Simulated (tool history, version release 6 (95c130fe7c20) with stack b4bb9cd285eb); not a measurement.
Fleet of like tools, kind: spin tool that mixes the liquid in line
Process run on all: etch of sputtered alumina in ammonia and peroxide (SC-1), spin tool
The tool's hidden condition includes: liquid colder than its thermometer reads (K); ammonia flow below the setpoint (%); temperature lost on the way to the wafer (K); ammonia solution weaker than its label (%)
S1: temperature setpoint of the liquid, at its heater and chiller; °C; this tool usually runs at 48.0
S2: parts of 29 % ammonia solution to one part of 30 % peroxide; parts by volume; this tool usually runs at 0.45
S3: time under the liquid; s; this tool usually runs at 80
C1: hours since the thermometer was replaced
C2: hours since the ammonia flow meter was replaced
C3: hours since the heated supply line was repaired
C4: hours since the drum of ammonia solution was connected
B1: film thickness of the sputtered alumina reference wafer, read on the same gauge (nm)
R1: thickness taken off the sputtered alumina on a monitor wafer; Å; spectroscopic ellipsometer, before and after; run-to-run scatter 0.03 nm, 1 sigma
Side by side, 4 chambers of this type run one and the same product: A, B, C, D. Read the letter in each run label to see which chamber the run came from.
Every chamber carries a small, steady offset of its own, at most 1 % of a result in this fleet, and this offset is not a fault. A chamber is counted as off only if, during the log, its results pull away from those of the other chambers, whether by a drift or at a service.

{"run": "1B", "hour": 5.4, "S1": 48.0, "S2": 0.45, "S3": 80, "C1": 355.1, "C2": 404.3, "C3": 2167.9, "C4": 275.1, "B1": 50.013, "R1": 46.154}
{"hour": 10.9, "done": "chamber C: thermometer replaced"}
{"run": "2C", "hour": 12.6, "S1": 48.0, "S2": 0.45, "S3": 80, "C1": 1.8, "C2": 65.9, "C3": 316.0, "C4": 453.0, "B1": 49.984, "R1": 46.743}
{"run": "3A", "hour": 23.1, "S1": 48.0, "S2": 0.45, "S3": 80, "C1": 180.9, "C2": 1331.4, "C3": 1233.1, "C4": 175.9, "B1": 49.97, "R1": 47.284}
{"run": "4D", "hour": 29.3, "S1": 48.0, "S2": 0.45, "S3": 80, "C1": 232.0, "C2": 621.4, "C3": 1172.8, "C4": 258.7, "B1": 50.018, "R1": 47.108}
{"run": "5D", "hour": 37.3, "S1": 48.0, "S2": 0.45, "S3": 80, "C1": 240.0, "C2": 629.4, "C3": 1180.8, "C4": 266.7, "B1": 49.994, "R1": 46.614}
{"run": "6C", "hour": 42.1, "S1": 48.0, "S2": 0.45, "S3": 65, "C1": 31.3, "C2": 95.4, "C3": 345.5, "C4": 482.5, "B1": 49.998, "R1": 37.982}
{"run": "7B", "hour": 51.2, "S1": 48.0, "S2": 0.45, "S3": 65, "C1": 400.9, "C2": 450.1, "C3": 2213.7, "C4": 320.9, "B1": 50.004, "R1": 37.805}
{"run": "8A", "hour": 57.3, "S1": 48.0, "S2": 0.45, "S3": 65, "C1": 215.1, "C2": 1365.6, "C3": 1267.3, "C4": 210.1, "B1": 50.025, "R1": 38.028}
{"run": "9B", "hour": 65.2, "S1": 48.0, "S2": 0.45, "S3": 65, "C1": 414.9, "C2": 464.1, "C3": 2227.7, "C4": 334.9, "B1": 50.01, "R1": 37.609}
{"run": "10D", "hour": 73.2, "S1": 48.0, "S2": 0.45, "S3": 80, "C1": 275.9, "C2": 665.3, "C3": 1216.7, "C4": 302.6, "B1": 50.007, "R1": 46.532}
{"run": "11A", "hour": 79.9, "S1": 48.0, "S2": 0.45, "S3": 80, "C1": 237.7, "C2": 1388.2, "C3": 1289.9, "C4": 232.7, "B1": 50.001, "R1": 46.553}
{"run": "12C", "hour": 88.5, "S1": 48.0, "S2": 0.45, "S3": 80, "C1": 77.7, "C2": 141.8, "C3": 391.9, "C4": 528.9, "B1": 49.996, "R1": 46.29}
{"hour": 98.6, "done": "chamber D: ammonia flow meter replaced"}
{"run": "13A", "hour": 99.1, "S1": 48.0, "S2": 0.45, "S3": 80, "C1": 256.9, "C2": 1407.4, "C3": 1309.1, "C4": 251.9, "B1": 50.018, "R1": 46.456}
{"hour": 108.0, "done": "chamber A: ammonia flow meter replaced"}
{"run": "14D", "hour": 109.4, "S1": 48.0, "S2": 0.45, "S3": 80, "C1": 312.1, "C2": 10.9, "C3": 1252.9, "C4": 338.8, "B1": 50.006, "R1": 47.126}
{"run": "15B", "hour": 119.6, "S1": 48.0, "S2": 0.45, "S3": 80, "C1": 469.3, "C2": 518.5, "C3": 2282.1, "C4": 389.3, "B1": 49.983, "R1": 46.319}
{"run": "16C", "hour": 126.7, "S1": 40.0, "S2": 0.45, "S3": 80, "C1": 115.9, "C2": 180.0, "C3": 430.1, "C4": 567.1, "B1": 49.982, "R1": 28.718}
{"run": "17A", "hour": 133.2, "S1": 40.0, "S2": 0.45, "S3": 80, "C1": 291.0, "C2": 25.2, "C3": 1343.2, "C4": 286.0, "B1": 50.009, "R1": 29.075}
{"run": "18D", "hour": 138.7, "S1": 40.0, "S2": 0.45, "S3": 80, "C1": 341.4, "C2": 40.2, "C3": 1282.2, "C4": 368.1, "B1": 49.986, "R1": 29.488}
{"run": "19C", "hour": 146.2, "S1": 40.0, "S2": 0.45, "S3": 80, "C1": 135.4, "C2": 199.5, "C3": 449.6, "C4": 586.6, "B1": 49.972, "R1": 28.546}
{"run": "20B", "hour": 155.4, "S1": 48.0, "S2": 0.45, "S3": 80, "C1": 505.1, "C2": 554.3, "C3": 2317.9, "C4": 425.1, "B1": 50.009, "R1": 46.806}
{"run": "21B", "hour": 160.7, "S1": 39.5, "S2": 0.55, "S3": 80, "C1": 510.4, "C2": 559.6, "C3": 2323.2, "C4": 430.4, "B1": 50.025, "R1": 29.238}
{"run": "22A", "hour": 167.2, "S1": 39.5, "S2": 0.55, "S3": 80, "C1": 325.0, "C2": 59.2, "C3": 1377.2, "C4": 320.0, "B1": 49.969, "R1": 28.775}
{"run": "23D", "hour": 174.1, "S1": 39.5, "S2": 0.55, "S3": 80, "C1": 376.8, "C2": 75.6, "C3": 1317.6, "C4": 403.5, "B1": 50.019, "R1": 29.218}
{"run": "24C", "hour": 183.5, "S1": 39.5, "S2": 0.55, "S3": 80, "C1": 172.7, "C2": 236.8, "C3": 486.9, "C4": 623.9, "B1": 49.991, "R1": 28.076}
{"run": "25D", "hour": 188.8, "S1": 48.0, "S2": 0.4, "S3": 115, "C1": 391.5, "C2": 90.3, "C3": 1332.3, "C4": 418.2, "B1": 50.001, "R1": 66.688}
{"run": "26A", "hour": 198.1, "S1": 48.0, "S2": 0.4, "S3": 115, "C1": 355.9, "C2": 90.1, "C3": 1408.1, "C4": 350.9, "B1": 49.992, "R1": 65.765}
{"hour": 206.9, "done": "chamber D: new drum of ammonia solution connected"}
{"run": "27B", "hour": 207.1, "S1": 48.0, "S2": 0.4, "S3": 115, "C1": 556.8, "C2": 606.0, "C3": 2369.6, "C4": 476.8, "B1": 49.992, "R1": 65.757}
{"run": "28C", "hour": 215.3, "S1": 48.0, "S2": 0.4, "S3": 115, "C1": 204.5, "C2": 268.6, "C3": 518.7, "C4": 655.7, "B1": 49.994, "R1": 63.449}
{"run": "29B", "hour": 221.3, "S1": 44.5, "S2": 0.45, "S3": 80, "C1": 571.0, "C2": 620.2, "C3": 2383.8, "C4": 491.0, "B1": 50.011, "R1": 37.695}
{"run": "30C", "hour": 228.0, "S1": 44.5, "S2": 0.45, "S3": 80, "C1": 217.2, "C2": 281.3, "C3": 531.4, "C4": 668.4, "B1": 50.011, "R1": 36.545}
{"run": "31D", "hour": 237.9, "S1": 44.5, "S2": 0.45, "S3": 80, "C1": 440.6, "C2": 139.4, "C3": 1381.4, "C4": 31.0, "B1": 49.996, "R1": 38.199}
{"run": "32A", "hour": 243.6, "S1": 44.5, "S2": 0.45, "S3": 80, "C1": 401.4, "C2": 135.6, "C3": 1453.6, "C4": 396.4, "B1": 50.004, "R1": 38.264}
{"run": "33B", "hour": 253.0, "S1": 48.0, "S2": 0.45, "S3": 80, "C1": 602.7, "C2": 651.9, "C3": 2415.5, "C4": 522.7, "B1": 50.01, "R1": 46.317}
{"run": "34A", "hour": 257.7, "S1": 48.0, "S2": 0.45, "S3": 80, "C1": 415.5, "C2": 149.7, "C3": 1467.7, "C4": 410.5, "B1": 50.002, "R1": 46.609}
{"run": "35D", "hour": 263.9, "S1": 48.0, "S2": 0.45, "S3": 80, "C1": 466.6, "C2": 165.4, "C3": 1407.4, "C4": 57.0, "B1": 50.006, "R1": 46.933}
{"run": "36C", "hour": 272.0, "S1": 48.0, "S2": 0.45, "S3": 80, "C1": 261.2, "C2": 325.3, "C3": 575.4, "C4": 712.4, "B1": 50.019, "R1": 44.804}
{"run": "37C", "hour": 278.8, "S1": 48.0, "S2": 0.45, "S3": 80, "C1": 268.0, "C2": 332.1, "C3": 582.2, "C4": 719.2, "B1": 49.998, "R1": 44.435}
{"run": "38A", "hour": 289.2, "S1": 48.0, "S2": 0.45, "S3": 80, "C1": 447.0, "C2": 181.2, "C3": 1499.2, "C4": 442.0, "B1": 50.011, "R1": 46.316}
{"hour": 292.5, "done": "chamber B: new drum of ammonia solution connected"}
{"run": "39D", "hour": 293.8, "S1": 48.0, "S2": 0.45, "S3": 80, "C1": 496.5, "C2": 195.3, "C3": 1437.3, "C4": 86.9, "B1": 49.995, "R1": 46.949}
{"run": "40B", "hour": 303.4, "S1": 48.0, "S2": 0.45, "S3": 80, "C1": 653.1, "C2": 702.3, "C3": 2465.9, "C4": 11.0, "B1": 49.99, "R1": 46.613}

Does one chamber stand apart from the rest, does the shared gauge drift, or is all well apart from small per-chamber offsets? Give the chamber and the most likely cause, where there is one.

Chamber C drifts away from the others.
What lies behind it: temperature lost on the way to the wafer (K) = 0.931.
The log may not tell that from: liquid colder than its thermometer reads (K).

Here are 4 candidates for chamber C's next run, each the usual settings with a change, their results left as question marks. Which one brings its results back in line with what the others give on the usual settings?
In-line tolerance around the mean of the other chambers on the usual settings: R1 1.000 Å
{"run": "41C-1", "hour": 311.0, "S1": 48.0, "S2": 0.5, "S3": 80, "R1": "?"}
{"run": "41C-2", "hour": 311.0, "S1": 47.0, "S2": 0.45, "S3": 80, "R1": "?"}
{"run": "41C-3", "hour": 311.0, "S1": 48.0, "S2": 0.4, "S3": 80, "R1": "?"}
{"run": "41C-4", "hour": 311.0, "S1": 48.0, "S2": 0.7, "S3": 80, "R1": "?"}

Mean of the other chambers on the usual settings: R1 46.560 Å
run=41C-1 R1=44.773
run=41C-2 R1=41.870
run=41C-3 R1=43.826
run=41C-4 R1=46.238
With 41C-4, the chamber falls back in line with the rest.
